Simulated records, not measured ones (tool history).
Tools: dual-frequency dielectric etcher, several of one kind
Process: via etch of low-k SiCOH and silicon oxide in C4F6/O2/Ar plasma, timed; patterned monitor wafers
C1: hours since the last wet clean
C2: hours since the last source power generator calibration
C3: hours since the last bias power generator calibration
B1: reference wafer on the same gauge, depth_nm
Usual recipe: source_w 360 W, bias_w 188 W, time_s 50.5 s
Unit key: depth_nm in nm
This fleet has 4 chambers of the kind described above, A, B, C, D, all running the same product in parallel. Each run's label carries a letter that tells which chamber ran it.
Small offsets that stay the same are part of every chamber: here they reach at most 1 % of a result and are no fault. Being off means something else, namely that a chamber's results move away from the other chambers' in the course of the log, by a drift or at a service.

Run 1C, hour 14.8: usual settings; C1 54.5; C2 151.5; C3 1501.5; B1 161.09. Result: depth_nm 138.17 nm.
Run 2D, hour 26: usual settings; C1 166.6; C2 915.8; C3 1986.2; B1 161.11. Result: depth_nm 138.04 nm.
Run 3A, hour 33.7: usual settings; C1 87.4; C2 872.6; C3 677.9; B1 161.1. Result: depth_nm 137.88 nm.
Run 4B, hour 49.3: usual settings; C1 378.1; C2 175.4; C3 2317.9; B1 161.14. Result: depth_nm 138.91 nm.
Run 5C, hour 61.6: usual settings; C1 101.3; C2 198.3; C3 1548.3; B1 161.23. Result: depth_nm 138.46 nm.
Run 6B, hour 71.2: usual settings; C1 400; C2 197.3; C3 2339.8; B1 161.22. Result: depth_nm 138.73 nm.
Run 7D, hour 86.1: usual settings; C1 226.7; C2 975.9; C3 2046.3; B1 161.21. Result: depth_nm 137.85 nm.
Run 8A, hour 101.5: usual settings; C1 155.2; C2 940.4; C3 745.7; B1 161.35. Result: depth_nm 137.63 nm.
Run 9C, hour 112.7: usual settings; C1 152.4; C2 249.4; C3 1599.4; B1 161.41. Result: depth_nm 138.38 nm.
Run 10A, hour 123.4: usual settings but bias_w 210 W, time_s 55 s; C1 177.1; C2 962.3; C3 767.6; B1 161.51. Result: depth_nm 156.34 nm.
Run 11D, hour 133.6: usual settings but bias_w 210 W, time_s 55 s; C1 274.2; C2 1023.4; C3 2093.8; B1 161.5. Result: depth_nm 155.8 nm.
Run 12B, hour 149: usual settings but bias_w 210 W, time_s 55 s; C1 477.8; C2 275.1; C3 2417.6; B1 161.58. Result: depth_nm 157.03 nm.
Run 13A, hour 156.9: usual settings but bias_w 210 W, time_s 55 s; C1 210.6; C2 995.8; C3 801.1; B1 161.6. Result: depth_nm 155.43 nm.
At hour 158.9: chamber B: wet clean of the chamber.
Run 14C, hour 171.8: usual settings but source_w 280 W, time_s 40 s; C1 211.5; C2 308.5; C3 1658.5; B1 161.61. Result: depth_nm 99.956 nm.
Run 15D, hour 185.9: usual settings but source_w 280 W, time_s 40 s; C1 326.5; C2 1075.7; C3 2146.1; B1 161.7. Result: depth_nm 99.259 nm.
Run 16B, hour 201.6: usual settings but source_w 280 W, time_s 40 s; C1 42.8; C2 327.7; C3 2470.2; B1 161.72. Result: depth_nm 100.19 nm.
Run 17C, hour 211: usual settings but source_w 280 W, time_s 40 s; C1 250.7; C2 347.7; C3 1697.7; B1 161.82. Result: depth_nm 99.892 nm.
Run 18A, hour 218.1: usual settings; C1 271.8; C2 1057; C3 862.3; B1 161.83. Result: depth_nm 138.08 nm.
Run 19D, hour 226.8: usual settings; C1 367.4; C2 1116.6; C3 2187; B1 161.85. Result: depth_nm 138.91 nm.
Run 20B, hour 236.6: usual settings but source_w 270 W; C1 77.8; C2 362.7; C3 2505.2; B1 161.84. Result: depth_nm 124.93 nm.
Run 21B, hour 246.3: usual settings but source_w 270 W; C1 87.5; C2 372.4; C3 2514.9; B1 161.94. Result: depth_nm 124.95 nm.
Run 22A, hour 255.7: usual settings but source_w 270 W; C1 309.4; C2 1094.6; C3 899.9; B1 161.91. Result: depth_nm 124.13 nm.
Run 23C, hour 267.4: usual settings but source_w 270 W; C1 307.1; C2 404.1; C3 1754.1; B1 161.93. Result: depth_nm 124.26 nm.
Run 24D, hour 275.3: usual settings; C1 415.9; C2 1165.1; C3 2235.5; B1 162.05. Result: depth_nm 138.67 nm.
Run 25D, hour 284.9: usual settings but source_w 440 W, bias_w 169 W; C1 425.5; C2 1174.7; C3 2245.1; B1 162.08. Result: depth_nm 144.84 nm.
Run 26B, hour 294.3: usual settings but source_w 440 W, bias_w 169 W; C1 135.5; C2 420.4; C3 2562.9; B1 162.06. Result: depth_nm 145.86 nm.
Run 27A, hour 304.8: usual settings but source_w 440 W, bias_w 169 W; C1 358.5; C2 1143.7; C3 949; B1 162.08. Result: depth_nm 144.96 nm.

One chamber off, gauge drift, or nothing amiss beyond the chambers' own small offsets? If it is a chamber, which one, and what is the likeliest cause?

Every chamber seems to shift together because the gauge that measures them all drifts; the chambers themselves are fine.
Cause: gauge reads high (%) = 0.723.
